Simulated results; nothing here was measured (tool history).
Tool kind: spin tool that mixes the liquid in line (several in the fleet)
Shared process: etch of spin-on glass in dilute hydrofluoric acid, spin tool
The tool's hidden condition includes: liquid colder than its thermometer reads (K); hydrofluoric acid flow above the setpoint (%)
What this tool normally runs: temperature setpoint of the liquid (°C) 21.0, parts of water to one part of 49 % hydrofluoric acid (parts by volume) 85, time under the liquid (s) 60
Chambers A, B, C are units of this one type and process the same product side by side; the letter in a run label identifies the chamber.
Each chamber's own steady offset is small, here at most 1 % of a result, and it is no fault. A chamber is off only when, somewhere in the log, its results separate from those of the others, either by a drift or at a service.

run,day,temperature setpoint of the liquid (°C),parts of water to one part of 49 % hydrofluoric acid (parts by volume),time under the liquid (s),hours since the thermometer was replaced,hours since the hydrofluoric acid flow meter was replaced,"read-back film thickness of the spin-on glass reference wafer, read on the same gauge (nm)",thickness taken off the spin-on glass on a monitor wafer (nm)
1A,0.425,21.0,85,60,1415.6,668.6,120.00,22.842
2B,0.971,21.0,85,60,707.8,758.5,120.00,23.150
3C,1.233,21.0,85,60,1391.0,486.8,120.01,22.890
4C,1.608,21.0,85,60,1400.0,495.8,119.94,22.758
5A,1.975,21.0,85,60,1452.8,705.8,120.00,23.075
6B,2.417,21.0,85,60,742.5,793.2,119.94,23.356
# day 2.462: chamber A: thermometer replaced
7A,3.004,21.0,85,60,13.0,730.5,119.97,23.040
8B,3.496,21.0,85,60,768.4,819.1,120.01,23.178
9C,3.804,21.0,85,60,1452.7,548.5,119.99,22.926
10B,4.250,21.0,85,60,786.5,837.2,119.99,23.195
11A,4.588,21.0,85,60,51.0,768.5,119.96,22.884
12C,4.929,21.0,85,60,1479.7,575.5,120.02,22.814
13C,5.238,24.5,115,60,1487.1,582.9,120.00,18.595
14A,5.529,24.5,115,60,73.6,791.1,119.99,18.599
15B,6.075,24.5,115,60,830.3,881.0,119.96,19.194
16A,6.350,21.0,85,60,93.3,810.8,119.98,23.098
17B,6.892,21.0,85,60,849.9,900.6,120.02,23.746
18C,7.458,18.5,85,30,1540.4,636.2,120.01,10.385
19A,7.925,18.5,85,30,131.1,848.6,120.00,10.316
20C,8.204,18.5,85,30,1558.3,654.1,120.03,10.371
21B,8.638,21.0,55,95,891.8,942.5,120.00,59.484
22C,9.158,21.0,55,95,1581.2,677.0,120.02,59.615
23A,9.421,21.0,55,95,167.0,884.5,120.03,57.757
24B,9.800,18.5,65,60,919.7,970.4,119.97,29.086
25B,10.375,18.5,65,60,933.5,984.2,119.97,29.109
26A,10.729,18.5,65,60,198.4,915.9,119.98,27.869
27C,11.150,21.0,85,60,1629.0,724.8,120.00,22.963
28A,11.638,21.0,85,60,220.2,937.7,120.00,23.343
29C,12.079,21.0,85,60,1651.3,747.1,120.00,22.948
30B,12.446,21.0,85,60,983.2,1033.9,119.98,24.149
31A,12.946,21.0,85,60,251.6,969.1,119.99,23.021
32C,13.483,21.0,85,60,1685.0,780.8,119.95,23.191

Does one chamber stand apart from the rest, does the shared gauge drift, or is all well apart from small per-chamber offsets? Give the chamber and the most likely cause, where there is one.

One chamber, B, drifts off from the rest bit by bit.
Likeliest cause: hydrofluoric acid flow above the setpoint (%) = 4.59.
From this log alone, it may not be told apart from: liquid hotter than its thermometer reads (K).

Here are 4 candidates for chamber B's next run, each the usual settings with a change, their results left as question marks. Which one brings its results back in line with what the others give on the usual settings?
Counts as in line when no further than this from what the other chambers average on the usual settings: thickness taken off the spin-on glass on a monitor wafer (nm) 0.730
33B-1,13.917,21.0,80,60,,,,?
33B-2,13.917,19.5,85,60,,,,?
33B-3,13.917,18.0,85,60,,,,?
33B-4,13.917,24.0,85,60,,,,?

Average result of the remaining chambers running the usual settings: thickness taken off the spin-on glass on a monitor wafer (nm) 22.971
run,thickness taken off the spin-on glass on a monitor wafer (nm)
33B-1,25.962
33B-2,22.828
33B-3,21.432
33B-4,27.451
With 33B-2, the chamber falls back in line with the rest.
